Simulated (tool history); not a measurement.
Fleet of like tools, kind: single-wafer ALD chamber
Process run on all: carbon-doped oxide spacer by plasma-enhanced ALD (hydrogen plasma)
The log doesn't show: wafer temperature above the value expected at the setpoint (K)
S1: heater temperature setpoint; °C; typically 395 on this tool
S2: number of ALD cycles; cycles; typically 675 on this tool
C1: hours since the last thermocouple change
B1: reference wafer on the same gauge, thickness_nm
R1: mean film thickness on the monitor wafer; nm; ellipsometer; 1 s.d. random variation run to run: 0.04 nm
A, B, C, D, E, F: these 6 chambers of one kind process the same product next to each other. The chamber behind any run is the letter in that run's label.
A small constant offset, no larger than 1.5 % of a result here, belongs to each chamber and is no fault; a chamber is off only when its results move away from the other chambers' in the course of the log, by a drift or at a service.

run   hour   S1   S2      C1      B1      R1
 1F    7.2  395  675   490.1  27.711  34.182
 2B   15.9  395  675  2034.1  27.713  34.077
 3E     27  395  675  1860.5  27.703  33.362
 4D     32  395  675   669.4  27.716  33.362
 5C     40  395  675  1226.1  27.711  34.021
 6A   47.5  401  550    1213  27.727   27.29
 7D   58.5  401  550   695.9  27.723  27.088
 8F   65.5  401  550   548.4  27.718  27.542
 9C   76.5  401  550  1262.6  27.739  27.242
10B   86.8  401  550    2105  27.736  27.423
11E   93.5  401  550    1927  27.733  27.208
12A  102.2  395  675  1267.7  27.742  33.771
13F  109.3  395  675   592.2  27.748  34.234
14A  115.2  395  675  1280.7  27.753  33.856
15C  121.8  395  675  1307.9  27.752   34.02
16D  127.6  395  586     765  27.754  29.032
17B  134.8  395  586    2153  27.755  29.714
18E    142  395  586  1975.5  27.762  29.079
19B  151.8  395  586    2170   27.77  29.704
20A  162.2  395  586  1327.7  27.775  29.374
21C  171.3  395  586  1357.4  27.772  29.508
22E  177.3  395  675  2010.8  27.775  33.515
23D  185.6  395  675     823   27.78  33.514
24F  192.4  395  675   675.3  27.791  34.293
25E    198  395  675  2031.5  27.781  33.406
26D  204.8  385  772   842.2  27.786  38.218
27A  211.8  385  772  1377.3  27.798  38.743
28C  219.4  385  772  1405.5  27.793  39.003
29B  228.1  385  772  2246.3  27.804  39.246
     234.5  -- chamber C: thermocouple changed; heater temperature recalibrated
30F  238.3  385  772   721.2  27.814  39.164
31C    244  385  772     9.6  27.808  38.946
32E  255.2  395  581  2088.7  27.807  28.849
33D  261.9  395  581   899.3  27.819  28.801
34B  271.4  395  581  2289.6  27.818  29.475
35F  277.9  395  581   760.8  27.828  29.578
36A  284.1  395  581  1449.6  27.832  29.212
37F  291.7  395  581   774.6  27.826  29.626
38B  301.1  395  675  2319.3  27.825  34.257

Does one chamber stand apart from the rest, does the shared gauge drift, or is all well apart from small per-chamber offsets? Give the chamber and the most likely cause, where there is one.

Every chamber seems to shift together because the gauge that measures them all drifts; the chambers themselves are fine.
What lies behind it: gauge reads high (%) = 0.491.

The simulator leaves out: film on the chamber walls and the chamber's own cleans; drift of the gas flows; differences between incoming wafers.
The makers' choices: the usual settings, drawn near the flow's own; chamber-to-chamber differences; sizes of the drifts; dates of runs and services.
